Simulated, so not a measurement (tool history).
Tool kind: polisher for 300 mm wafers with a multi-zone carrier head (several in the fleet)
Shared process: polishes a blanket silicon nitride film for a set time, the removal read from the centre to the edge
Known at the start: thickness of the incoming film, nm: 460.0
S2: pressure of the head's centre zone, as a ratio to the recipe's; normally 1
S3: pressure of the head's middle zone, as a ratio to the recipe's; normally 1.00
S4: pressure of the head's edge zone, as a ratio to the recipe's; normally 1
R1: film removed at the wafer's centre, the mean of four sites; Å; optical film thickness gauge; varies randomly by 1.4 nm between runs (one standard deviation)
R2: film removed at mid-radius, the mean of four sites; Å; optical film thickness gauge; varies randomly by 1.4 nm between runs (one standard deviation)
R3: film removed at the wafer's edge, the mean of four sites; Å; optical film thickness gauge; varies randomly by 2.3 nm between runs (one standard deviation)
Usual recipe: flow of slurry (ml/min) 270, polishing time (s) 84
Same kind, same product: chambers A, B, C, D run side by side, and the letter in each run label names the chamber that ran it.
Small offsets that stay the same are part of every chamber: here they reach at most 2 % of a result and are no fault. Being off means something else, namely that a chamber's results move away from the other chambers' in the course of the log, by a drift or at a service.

run 1A hour=4.2 | flow_of_slurry_(ml/min)=270 S2=1 S3=1.00 S4=1 polishing_time_(s)=84 | R1=1652.3 R2=1641.2 R3=1630.4
-- hour=7.5 chamber B: worn pad replaced by a new one
run 2D hour=8.2 | flow_of_slurry_(ml/min)=270 S2=1 S3=1.00 S4=1 polishing_time_(s)=84 | R1=1642.3 R2=1671.6 R3=1595.3
-- hour=12.9 chamber A: centre zone pressure recalibrated
run 3C hour=15.9 | flow_of_slurry_(ml/min)=270 S2=1 S3=1.00 S4=1 polishing_time_(s)=84 | R1=1659.2 R2=1622.6 R3=1700.1
run 4B hour=20.4 | flow_of_slurry_(ml/min)=270 S2=1 S3=1.00 S4=1 polishing_time_(s)=84 | R1=1648.6 R2=1656.1 R3=1633.6
run 5C hour=25.7 | flow_of_slurry_(ml/min)=270 S2=1 S3=1.00 S4=1 polishing_time_(s)=101 | R1=1974.7 R2=1933.6 R3=1930.7
run 6B hour=29.9 | flow_of_slurry_(ml/min)=270 S2=1 S3=1.00 S4=1 polishing_time_(s)=101 | R1=2007.7 R2=1970.7 R3=1958.3
run 7A hour=35.6 | flow_of_slurry_(ml/min)=270 S2=1 S3=1.00 S4=1 polishing_time_(s)=101 | R1=2008.7 R2=1961.3 R3=2000.4
-- hour=36.8 chamber C: slurry nozzle cleaned
run 8D hour=41.4 | flow_of_slurry_(ml/min)=270 S2=1 S3=1.00 S4=1 polishing_time_(s)=101 | R1=1934.3 R2=1972.2 R3=1961.5
run 9A hour=48.6 | flow_of_slurry_(ml/min)=270 S2=1 S3=1.00 S4=1 polishing_time_(s)=84 | R1=1645.9 R2=1640.3 R3=1658.0
-- hour=53.4 chamber A: worn pad replaced by a new one
run 10C hour=55.5 | flow_of_slurry_(ml/min)=270 S2=1 S3=1.00 S4=1 polishing_time_(s)=61 | R1=1180.9 R2=1167.9 R3=1200.9
run 11D hour=63.7 | flow_of_slurry_(ml/min)=270 S2=1 S3=1.00 S4=1 polishing_time_(s)=61 | R1=1168.0 R2=1172.8 R3=1148.5
run 12B hour=71.8 | flow_of_slurry_(ml/min)=270 S2=1 S3=1.00 S4=1 polishing_time_(s)=61 | R1=1200.1 R2=1216.9 R3=1153.6
run 13C hour=77.9 | flow_of_slurry_(ml/min)=270 S2=1 S3=1.00 S4=1 polishing_time_(s)=61 | R1=1174.6 R2=1174.3 R3=1206.1
run 14A hour=85.1 | flow_of_slurry_(ml/min)=270 S2=1 S3=1.00 S4=1 polishing_time_(s)=84 | R1=1625.1 R2=1626.9 R3=1630.9
run 15B hour=89.6 | flow_of_slurry_(ml/min)=270 S2=1 S3=1.00 S4=1 polishing_time_(s)=84 | R1=1646.1 R2=1672.9 R3=1646.9
run 16D hour=98.2 | flow_of_slurry_(ml/min)=270 S2=1 S3=1.00 S4=1 polishing_time_(s)=84 | R1=1577.8 R2=1563.3 R3=1525.0
run 17D hour=104.1 | flow_of_slurry_(ml/min)=270 S2=1 S3=1.00 S4=1 polishing_time_(s)=84 | R1=1561.0 R2=1567.7 R3=1501.2
-- hour=105.4 chamber B: slurry nozzle cleaned
run 18C hour=112.4 | flow_of_slurry_(ml/min)=270 S2=1 S3=1.00 S4=1 polishing_time_(s)=84 | R1=1634.9 R2=1602.6 R3=1653.8
run 19A hour=119.6 | flow_of_slurry_(ml/min)=270 S2=1 S3=1.00 S4=1 polishing_time_(s)=84 | R1=1634.8 R2=1608.6 R3=1671.0
run 20B hour=128.2 | flow_of_slurry_(ml/min)=270 S2=1 S3=1.00 S4=1 polishing_time_(s)=84 | R1=1654.2 R2=1647.8 R3=1636.6
run 21D hour=135.9 | flow_of_slurry_(ml/min)=270 S2=1 S3=1.00 S4=1 polishing_time_(s)=84 | R1=1546.1 R2=1529.2 R3=1507.4
run 22A hour=142.1 | flow_of_slurry_(ml/min)=270 S2=1 S3=1.00 S4=1 polishing_time_(s)=84 | R1=1665.6 R2=1637.1 R3=1585.6
run 23C hour=147.2 | flow_of_slurry_(ml/min)=270 S2=1 S3=1.00 S4=1 polishing_time_(s)=84 | R1=1620.0 R2=1597.1 R3=1656.8
run 24B hour=154.4 | flow_of_slurry_(ml/min)=270 S2=1 S3=1.00 S4=1 polishing_time_(s)=84 | R1=1671.5 R2=1642.0 R3=1686.7
-- hour=155.4 chamber A: worn pad replaced by a new one
-- hour=159.3 chamber C: worn pad replaced by a new one
run 25C hour=159.3 | flow_of_slurry_(ml/min)=270 S2=1 S3=0.89 S4=1 polishing_time_(s)=63 | R1=1224.0 R2=1090.8 R3=1217.0
-- hour=160.0 chamber B: worn pad replaced by a new one
run 26B hour=165.6 | flow_of_slurry_(ml/min)=270 S2=1 S3=0.89 S4=1 polishing_time_(s)=63 | R1=1231.8 R2=1106.7 R3=1233.3
run 27D hour=171.0 | flow_of_slurry_(ml/min)=270 S2=1 S3=0.89 S4=1 polishing_time_(s)=63 | R1=1109.8 R2=999.7 R3=1087.2
run 28A hour=175.0 | flow_of_slurry_(ml/min)=270 S2=1 S3=0.89 S4=1 polishing_time_(s)=63 | R1=1223.8 R2=1112.0 R3=1244.0
run 29B hour=181.3 | flow_of_slurry_(ml/min)=270 S2=1 S3=1.00 S4=1 polishing_time_(s)=84 | R1=1654.6 R2=1646.4 R3=1621.9
run 30C hour=186.9 | flow_of_slurry_(ml/min)=270 S2=1 S3=1.00 S4=1 polishing_time_(s)=84 | R1=1633.5 R2=1609.3 R3=1619.2

Predict what each chamber gives when all 4 of them run the settings below next.
run 31A hour=193.1 | flow_of_slurry_(ml/min)=270 S2=1 S3=1.00 S4=1 polishing_time_(s)=84 | R1=? R2=? R3=?
run 31B hour=193.1 | flow_of_slurry_(ml/min)=270 S2=1 S3=1.00 S4=1 polishing_time_(s)=84 | R1=? R2=? R3=?
run 31C hour=193.1 | flow_of_slurry_(ml/min)=270 S2=1 S3=1.00 S4=1 polishing_time_(s)=84 | R1=? R2=? R3=?
run 31D hour=193.1 | flow_of_slurry_(ml/min)=270 S2=1 S3=1.00 S4=1 polishing_time_(s)=84 | R1=? R2=? R3=?

run=31A R1=1649.1 R2=1637.5 R3=1698.9
run=31B R1=1672.0 R2=1670.7 R3=1632.1
run=31C R1=1639.4 R2=1619.0 R3=1641.8
run=31D R1=1477.8 R2=1485.5 R3=1443.9

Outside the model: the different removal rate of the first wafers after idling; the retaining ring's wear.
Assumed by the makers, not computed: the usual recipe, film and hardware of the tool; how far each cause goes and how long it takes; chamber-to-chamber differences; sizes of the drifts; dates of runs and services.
